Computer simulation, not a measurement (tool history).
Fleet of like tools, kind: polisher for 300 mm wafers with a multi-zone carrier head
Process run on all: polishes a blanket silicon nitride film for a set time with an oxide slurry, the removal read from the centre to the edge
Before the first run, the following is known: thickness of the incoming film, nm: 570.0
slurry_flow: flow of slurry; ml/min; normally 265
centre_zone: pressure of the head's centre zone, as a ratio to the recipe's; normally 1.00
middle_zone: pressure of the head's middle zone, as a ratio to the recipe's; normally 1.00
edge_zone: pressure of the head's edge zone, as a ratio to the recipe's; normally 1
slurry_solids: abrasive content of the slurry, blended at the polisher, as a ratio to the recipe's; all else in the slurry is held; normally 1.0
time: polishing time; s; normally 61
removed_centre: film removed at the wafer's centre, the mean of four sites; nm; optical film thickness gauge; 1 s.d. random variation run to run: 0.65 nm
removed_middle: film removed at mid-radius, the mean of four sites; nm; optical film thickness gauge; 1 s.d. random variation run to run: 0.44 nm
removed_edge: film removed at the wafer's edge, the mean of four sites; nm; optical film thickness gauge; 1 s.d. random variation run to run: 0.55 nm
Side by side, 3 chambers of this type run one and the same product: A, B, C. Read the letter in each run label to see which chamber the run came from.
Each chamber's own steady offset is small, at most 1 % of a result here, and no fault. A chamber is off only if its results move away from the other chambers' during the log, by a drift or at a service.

run	day	slurry_flow	centre_zone	middle_zone	edge_zone	slurry_solids	time	removed_centre	removed_middle	removed_edge
# day 0.271: chamber C: worn pad replaced by a new one
1B	0.346	265	1.00	1.00	1	1.0	61	47.417	46.478	47.156
# day 0.458: chamber B: worn pad replaced by a new one
2A	0.808	265	1.00	1.00	1	1.0	61	46.547	46.963	47.737
# day 1.117: chamber C: centre zone pressure recalibrated
3C	1.329	265	1.00	1.00	1	1.0	61	46.322	46.224	46.562
4C	1.754	265	1.00	1.00	1	1.0	61	45.650	46.608	47.028
5A	2.254	265	1.00	1.00	1	1.0	61	46.421	46.409	47.130
# day 2.658: chamber C: worn pad replaced by a new one
6B	2.738	265	1.00	1.00	1	1.0	61	47.747	46.731	47.096
7B	3.146	265	1.00	1.00	1	1.0	61	46.159	46.958	47.443
# day 3.200: chamber B: worn pad replaced by a new one
8C	3.512	265	1.00	1.00	1	1.0	61	45.984	46.005	45.925
9A	4.108	265	1.00	1.00	1	1.0	61	45.061	46.772	46.311
10B	4.388	265	1.00	1.00	1	1.0	61	46.598	46.818	46.522
11C	4.950	265	1.00	1.00	1	1.0	61	46.511	46.506	46.306
# day 5.338: chamber C: worn pad replaced by a new one
12A	5.492	265	1.00	1.00	1	1.0	61	45.379	45.552	46.107
13C	5.808	310	1.00	1.00	1	1.0	61	47.456	46.936	46.926
14B	6.133	310	1.00	1.00	1	1.0	61	47.455	46.945	46.848
# day 6.383: chamber B: worn pad replaced by a new one
15A	6.642	310	1.00	1.00	1	1.0	61	45.352	46.695	45.940
16C	7.233	265	1.00	1.00	1	1.0	61	45.807	46.357	45.998
17B	7.596	265	1.00	1.00	1	1.0	61	47.369	46.457	46.682
18A	7.921	265	1.00	1.00	1	1.0	61	44.863	44.766	43.786
19B	8.246	265	1.00	1.00	1	1.0	61	47.234	46.106	47.071
# day 8.421: chamber C: worn pad replaced by a new one
20C	8.783	265	0.94	1.00	1	1.0	61	43.949	46.806	46.108
# day 9.158: chamber B: slurry nozzle cleaned
21A	9.304	265	0.94	1.00	1	1.0	61	40.322	43.692	43.870
# day 9.425: chamber B: worn pad replaced by a new one
22A	9.683	265	0.94	1.00	1	1.0	61	40.006	43.396	43.766
23B	10.254	265	1.00	1.00	1	1.0	61	46.820	46.502	47.632
24C	10.833	265	1.00	1.00	1	1.0	61	46.364	47.051	46.630
# day 11.029: chamber C: worn pad replaced by a new one
25C	11.175	265	1.00	0.96	1	0.8	61	42.414	39.984	41.651
26A	11.554	265	1.00	0.96	1	0.8	61	38.468	37.874	37.894
27B	12.112	265	1.00	0.96	1	0.8	61	42.302	40.241	42.288
# day 12.258: chamber B: worn pad replaced by a new one
28C	12.662	265	1.00	1.00	1	1.0	61	47.085	46.454	46.107
29B	12.950	265	1.00	1.00	1	1.0	61	46.785	46.792	47.724

For the next run the whole fleet of 3 chambers uses the same settings. Give each chamber's results:
30A	13.412	265	0.95	1.00	1	1.0	61	?	?	?
30B	13.412	265	0.95	1.00	1	1.0	61	?	?	?
30C	13.412	265	0.95	1.00	1	1.0	61	?	?	?

run	removed_centre	removed_middle	removed_edge
30A	38.991	43.086	42.354
30B	43.899	46.763	46.725
30C	44.536	45.758	45.518
